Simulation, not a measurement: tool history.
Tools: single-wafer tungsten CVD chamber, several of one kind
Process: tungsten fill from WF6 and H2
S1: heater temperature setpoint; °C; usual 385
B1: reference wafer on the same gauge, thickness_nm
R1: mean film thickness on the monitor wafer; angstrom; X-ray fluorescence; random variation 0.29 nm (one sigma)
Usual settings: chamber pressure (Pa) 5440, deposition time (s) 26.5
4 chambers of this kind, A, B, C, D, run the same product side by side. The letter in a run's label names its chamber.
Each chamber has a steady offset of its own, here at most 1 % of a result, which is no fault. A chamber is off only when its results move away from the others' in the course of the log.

run 1C hour=8.7 | S1=385 chamber_pressure_(Pa)=5440 deposition_time_(s)=26.5 | B1=57.827 | R1=669.58
run 2D hour=15.1 | S1=385 chamber_pressure_(Pa)=5440 deposition_time_(s)=26.5 | B1=57.788 | R1=670.87
run 3A hour=22.9 | S1=385 chamber_pressure_(Pa)=5440 deposition_time_(s)=26.5 | B1=57.774 | R1=666.21
run 4B hour=32.1 | S1=385 chamber_pressure_(Pa)=5440 deposition_time_(s)=26.5 | B1=57.833 | R1=670.04
run 5D hour=37.9 | S1=395 chamber_pressure_(Pa)=5440 deposition_time_(s)=26.5 | B1=57.782 | R1=814.79
run 6B hour=48.3 | S1=395 chamber_pressure_(Pa)=5440 deposition_time_(s)=26.5 | B1=57.771 | R1=813.85
run 7A hour=56.5 | S1=395 chamber_pressure_(Pa)=5440 deposition_time_(s)=26.5 | B1=57.763 | R1=800.28
run 8C hour=68.3 | S1=395 chamber_pressure_(Pa)=5440 deposition_time_(s)=26.5 | B1=57.817 | R1=810.54
run 9C hour=77.3 | S1=385 chamber_pressure_(Pa)=5440 deposition_time_(s)=26.5 | B1=57.786 | R1=669.48
run 10A hour=83.7 | S1=385 chamber_pressure_(Pa)=5440 deposition_time_(s)=26.5 | B1=57.791 | R1=666.67
run 11B hour=91.9 | S1=385 chamber_pressure_(Pa)=5440 deposition_time_(s)=26.5 | B1=57.796 | R1=673.02
run 12D hour=103.6 | S1=385 chamber_pressure_(Pa)=5440 deposition_time_(s)=26.5 | B1=57.837 | R1=673.32
run 13C hour=115.7 | S1=385 chamber_pressure_(Pa)=5440 deposition_time_(s)=26.5 | B1=57.800 | R1=671.36
run 14A hour=127.6 | S1=385 chamber_pressure_(Pa)=5440 deposition_time_(s)=26.5 | B1=57.771 | R1=663.69
run 15D hour=139.7 | S1=393 chamber_pressure_(Pa)=5440 deposition_time_(s)=22.4 | B1=57.808 | R1=665.11
run 16B hour=145.3 | S1=393 chamber_pressure_(Pa)=5440 deposition_time_(s)=22.4 | B1=57.850 | R1=659.70
run 17C hour=152.9 | S1=393 chamber_pressure_(Pa)=5440 deposition_time_(s)=22.4 | B1=57.751 | R1=655.43
run 18B hour=160.8 | S1=393 chamber_pressure_(Pa)=5440 deposition_time_(s)=22.4 | B1=57.826 | R1=661.91
-- hour=164.7 chamber B: capacitance manometer re-zeroed and calibrated
run 19A hour=167.9 | S1=385 chamber_pressure_(Pa)=5440 deposition_time_(s)=26.5 | B1=57.802 | R1=663.44
run 20D hour=177.0 | S1=385 chamber_pressure_(Pa)=5440 deposition_time_(s)=26.5 | B1=57.788 | R1=678.34
run 21B hour=187.3 | S1=385 chamber_pressure_(Pa)=5440 deposition_time_(s)=26.5 | B1=57.861 | R1=670.46
-- hour=198.3 chamber C: thermocouple changed; heater temperature recalibrated
run 22C hour=199.4 | S1=385 chamber_pressure_(Pa)=5440 deposition_time_(s)=26.5 | B1=57.746 | R1=691.18
run 23A hour=206.2 | S1=385 chamber_pressure_(Pa)=5440 deposition_time_(s)=26.5 | B1=57.812 | R1=657.65
run 24D hour=215.0 | S1=385 chamber_pressure_(Pa)=5440 deposition_time_(s)=26.5 | B1=57.754 | R1=671.87
run 25C hour=221.0 | S1=385 chamber_pressure_(Pa)=5440 deposition_time_(s)=26.5 | B1=57.864 | R1=687.71
run 26B hour=228.0 | S1=385 chamber_pressure_(Pa)=5440 deposition_time_(s)=26.5 | B1=57.778 | R1=664.92
run 27D hour=235.8 | S1=385 chamber_pressure_(Pa)=5440 deposition_time_(s)=26.5 | B1=57.762 | R1=670.55
run 28A hour=245.7 | S1=385 chamber_pressure_(Pa)=5440 deposition_time_(s)=26.5 | B1=57.818 | R1=660.40
run 29B hour=255.6 | S1=385 chamber_pressure_(Pa)=5440 deposition_time_(s)=26.5 | B1=57.796 | R1=667.74
run 30C hour=262.6 | S1=385 chamber_pressure_(Pa)=5440 deposition_time_(s)=26.5 | B1=57.791 | R1=688.27
run 31D hour=268.6 | S1=385 chamber_pressure_(Pa)=5440 deposition_time_(s)=26.5 | B1=57.786 | R1=675.69
run 32A hour=280.0 | S1=385 chamber_pressure_(Pa)=5440 deposition_time_(s)=26.5 | B1=57.773 | R1=661.77
-- hour=280.7 chamber C: capacitance manometer re-zeroed and calibrated
run 33D hour=286.1 | S1=385 chamber_pressure_(Pa)=5440 deposition_time_(s)=26.5 | B1=57.854 | R1=669.43
run 34B hour=292.5 | S1=385 chamber_pressure_(Pa)=5440 deposition_time_(s)=26.5 | B1=57.866 | R1=667.02
run 35A hour=302.2 | S1=385 chamber_pressure_(Pa)=4440 deposition_time_(s)=31.6 | B1=57.788 | R1=717.68
run 36C hour=311.1 | S1=385 chamber_pressure_(Pa)=4440 deposition_time_(s)=31.6 | B1=57.846 | R1=748.91
run 37B hour=319.7 | S1=385 chamber_pressure_(Pa)=4440 deposition_time_(s)=31.6 | B1=57.826 | R1=723.32
run 38A hour=327.3 | S1=385 chamber_pressure_(Pa)=4440 deposition_time_(s)=31.6 | B1=57.762 | R1=717.89
run 39D hour=333.9 | S1=385 chamber_pressure_(Pa)=5440 deposition_time_(s)=26.5 | B1=57.849 | R1=673.85
run 40C hour=345.0 | S1=385 chamber_pressure_(Pa)=5440 deposition_time_(s)=26.5 | B1=57.807 | R1=689.01

Is one chamber off against the others, does the gauge drift, or is nothing wrong? If a chamber is off, say which, and what the likeliest cause is.

A service left chamber C off against the others.
Cause: wafer temperature above the value expected at the setpoint (K) = 1.5.

Here are 4 candidates for chamber C's next run, each the usual settings with a change, their results left as question marks. Which one brings its results back in line with what the others give on the usual settings?
In line means no further than this from the other chambers' mean on the usual settings: R1 10.00 angstrom
run 41C-1 hour=353.7 | S1=385 chamber_pressure_(Pa)=5040 deposition_time_(s)=26.5 | R1=?
run 41C-2 hour=353.7 | S1=388 chamber_pressure_(Pa)=5533 deposition_time_(s)=26.5 | R1=?
run 41C-3 hour=353.7 | S1=386 chamber_pressure_(Pa)=5480 deposition_time_(s)=26.8 | R1=?
run 41C-4 hour=353.7 | S1=385 chamber_pressure_(Pa)=4680 deposition_time_(s)=26.5 | R1=?

The other chambers' mean on the usual settings: R1 668.16 angstrom
run=41C-1 R1=667.25
run=41C-2 R1=738.36
run=41C-3 R1=715.04
run=41C-4 R1=644.86
41C-1 brings the chamber back in line.
